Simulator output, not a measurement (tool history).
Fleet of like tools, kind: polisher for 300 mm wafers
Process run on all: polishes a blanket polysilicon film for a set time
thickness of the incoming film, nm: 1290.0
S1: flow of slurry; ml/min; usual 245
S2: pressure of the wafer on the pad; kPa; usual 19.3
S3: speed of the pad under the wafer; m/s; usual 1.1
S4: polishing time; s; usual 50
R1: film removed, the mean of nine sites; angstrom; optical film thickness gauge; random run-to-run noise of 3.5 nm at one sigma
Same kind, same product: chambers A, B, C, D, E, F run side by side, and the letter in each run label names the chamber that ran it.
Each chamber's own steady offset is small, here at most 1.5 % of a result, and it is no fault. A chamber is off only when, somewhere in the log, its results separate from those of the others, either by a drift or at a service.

{"run": "1A", "hour": 3.4, "S1": 245, "S2": 19.3, "S3": 1.1, "S4": 50, "R1": 5460.6}
{"hour": 8.4, "done": "chamber A: worn pad replaced by a new one"}
{"run": "2C", "hour": 8.8, "S1": 245, "S2": 19.3, "S3": 1.1, "S4": 50, "R1": 5484.6}
{"run": "3E", "hour": 13.7, "S1": 245, "S2": 19.3, "S3": 1.1, "S4": 50, "R1": 5508.7}
{"run": "4B", "hour": 18.1, "S1": 245, "S2": 19.3, "S3": 1.1, "S4": 50, "R1": 5509.9}
{"hour": 22.7, "done": "chamber B: worn pad replaced by a new one"}
{"run": "5F", "hour": 24.1, "S1": 245, "S2": 19.3, "S3": 1.1, "S4": 50, "R1": 5577.1}
{"hour": 26.8, "done": "chamber C: worn pad replaced by a new one"}
{"run": "6D", "hour": 28.2, "S1": 245, "S2": 19.3, "S3": 1.1, "S4": 50, "R1": 5501.5}
{"hour": 30.5, "done": "chamber E: worn pad replaced by a new one"}
{"run": "7D", "hour": 32.9, "S1": 245, "S2": 19.3, "S3": 1.1, "S4": 50, "R1": 5576}
{"run": "8B", "hour": 37.2, "S1": 245, "S2": 19.3, "S3": 1.1, "S4": 50, "R1": 5596.3}
{"run": "9C", "hour": 42.2, "S1": 245, "S2": 19.3, "S3": 1.1, "S4": 50, "R1": 5447.6}
{"run": "10E", "hour": 48.1, "S1": 245, "S2": 19.3, "S3": 1.1, "S4": 50, "R1": 5432.3}
{"run": "11A", "hour": 52.7, "S1": 245, "S2": 19.3, "S3": 1.1, "S4": 50, "R1": 5475.5}
{"run": "12F", "hour": 56.7, "S1": 310, "S2": 24.8, "S3": 1.1, "S4": 50, "R1": 7301.4}
{"run": "13C", "hour": 62.2, "S1": 310, "S2": 24.8, "S3": 1.1, "S4": 50, "R1": 7274.9}
{"hour": 63.2, "done": "chamber E: head pressure recalibrated"}
{"run": "14D", "hour": 68.4, "S1": 310, "S2": 24.8, "S3": 1.1, "S4": 50, "R1": 7333.3}
{"run": "15F", "hour": 72.8, "S1": 310, "S2": 24.8, "S3": 1.1, "S4": 50, "R1": 7185.1}
{"hour": 73.6, "done": "chamber B: head pressure recalibrated"}
{"run": "16A", "hour": 78.2, "S1": 310, "S2": 24.8, "S3": 1.1, "S4": 50, "R1": 7198.2}
{"run": "17E", "hour": 81.1, "S1": 310, "S2": 24.8, "S3": 1.1, "S4": 50, "R1": 7221.9}
{"run": "18B", "hour": 84.9, "S1": 245, "S2": 19.3, "S3": 1.1, "S4": 50, "R1": 5511.7}
{"run": "19F", "hour": 87.8, "S1": 180, "S2": 19.3, "S3": 1.46, "S4": 50, "R1": 6998.9}
{"run": "20E", "hour": 92.9, "S1": 180, "S2": 19.3, "S3": 1.46, "S4": 50, "R1": 7023.1}
{"hour": 97.0, "done": "chamber F: worn pad replaced by a new one"}
{"run": "21D", "hour": 99.2, "S1": 180, "S2": 19.3, "S3": 1.46, "S4": 50, "R1": 6966.3}
{"hour": 101.0, "done": "chamber C: slurry nozzle cleaned"}
{"run": "22A", "hour": 103.0, "S1": 180, "S2": 19.3, "S3": 1.46, "S4": 50, "R1": 6978.1}
{"hour": 105.5, "done": "chamber E: worn pad replaced by a new one"}
{"run": "23B", "hour": 108.8, "S1": 180, "S2": 19.3, "S3": 1.46, "S4": 50, "R1": 7042.5}
{"hour": 109.8, "done": "chamber E: slurry nozzle cleaned"}
{"run": "24C", "hour": 115.2, "S1": 180, "S2": 19.3, "S3": 1.46, "S4": 50, "R1": 6958.7}
{"hour": 118.3, "done": "chamber B: worn pad replaced by a new one"}
{"run": "25D", "hour": 120.0, "S1": 245, "S2": 19.3, "S3": 1.1, "S4": 45, "R1": 4883.6}
{"run": "26A", "hour": 122.8, "S1": 245, "S2": 19.3, "S3": 1.1, "S4": 45, "R1": 4949.6}
{"run": "27F", "hour": 129.1, "S1": 245, "S2": 19.3, "S3": 1.1, "S4": 45, "R1": 4995.3}
{"run": "28E", "hour": 135.3, "S1": 245, "S2": 19.3, "S3": 1.1, "S4": 45, "R1": 4984.1}
{"run": "29B", "hour": 139.5, "S1": 245, "S2": 19.3, "S3": 1.1, "S4": 45, "R1": 5014.9}
{"run": "30C", "hour": 144.0, "S1": 245, "S2": 19.3, "S3": 1.1, "S4": 45, "R1": 4935.7}
{"hour": 147.6, "done": "chamber A: worn pad replaced by a new one"}
{"run": "31C", "hour": 150.0, "S1": 245, "S2": 19.3, "S3": 1.1, "S4": 50, "R1": 5482.6}
{"run": "32F", "hour": 153.0, "S1": 245, "S2": 19.3, "S3": 1.1, "S4": 50, "R1": 5516.6}
{"run": "33E", "hour": 157.2, "S1": 245, "S2": 19.3, "S3": 1.1, "S4": 50, "R1": 5477.7}
{"hour": 159.9, "done": "chamber F: slurry nozzle cleaned"}
{"run": "34A", "hour": 160.4, "S1": 245, "S2": 19.3, "S3": 1.1, "S4": 50, "R1": 5485.4}
{"run": "35D", "hour": 165.8, "S1": 245, "S2": 19.3, "S3": 1.1, "S4": 50, "R1": 5397.2}
{"run": "36B", "hour": 170.0, "S1": 245, "S2": 19.3, "S3": 1.1, "S4": 50, "R1": 5576.5}
{"hour": 173.7, "done": "chamber A: head pressure recalibrated"}
{"run": "37B", "hour": 175.6, "S1": 245, "S2": 19.3, "S3": 1.1, "S4": 50, "R1": 5505.6}
{"run": "38F", "hour": 180.1, "S1": 245, "S2": 19.3, "S3": 1.44, "S4": 50, "R1": 7219.6}
{"run": "39A", "hour": 185.6, "S1": 245, "S2": 19.3, "S3": 1.44, "S4": 50, "R1": 7167.7}
{"hour": 189.1, "done": "chamber E: worn pad replaced by a new one"}
{"run": "40C", "hour": 191.4, "S1": 245, "S2": 19.3, "S3": 1.44, "S4": 50, "R1": 7190.3}
{"run": "41E", "hour": 194.2, "S1": 245, "S2": 19.3, "S3": 1.44, "S4": 50, "R1": 7184.4}
{"run": "42D", "hour": 197.5, "S1": 245, "S2": 19.3, "S3": 1.44, "S4": 50, "R1": 7041.4}

Each of the 6 chambers runs these same settings next. Fill in every chamber's results:
{"run": "43A", "hour": 202.1, "S1": 245, "S2": 14.5, "S3": 1.1, "S4": 50, "R1": "?"}
{"run": "43B", "hour": 202.1, "S1": 245, "S2": 14.5, "S3": 1.1, "S4": 50, "R1": "?"}
{"run": "43C", "hour": 202.1, "S1": 245, "S2": 14.5, "S3": 1.1, "S4": 50, "R1": "?"}
{"run": "43D", "hour": 202.1, "S1": 245, "S2": 14.5, "S3": 1.1, "S4": 50, "R1": "?"}
{"run": "43E", "hour": 202.1, "S1": 245, "S2": 14.5, "S3": 1.1, "S4": 50, "R1": "?"}
{"run": "43F", "hour": 202.1, "S1": 245, "S2": 14.5, "S3": 1.1, "S4": 50, "R1": "?"}

run=43A R1=4099.5
run=43B R1=4156.9
run=43C R1=4070.4
run=43D R1=3984.5
run=43E R1=4164.7
run=43F R1=4137

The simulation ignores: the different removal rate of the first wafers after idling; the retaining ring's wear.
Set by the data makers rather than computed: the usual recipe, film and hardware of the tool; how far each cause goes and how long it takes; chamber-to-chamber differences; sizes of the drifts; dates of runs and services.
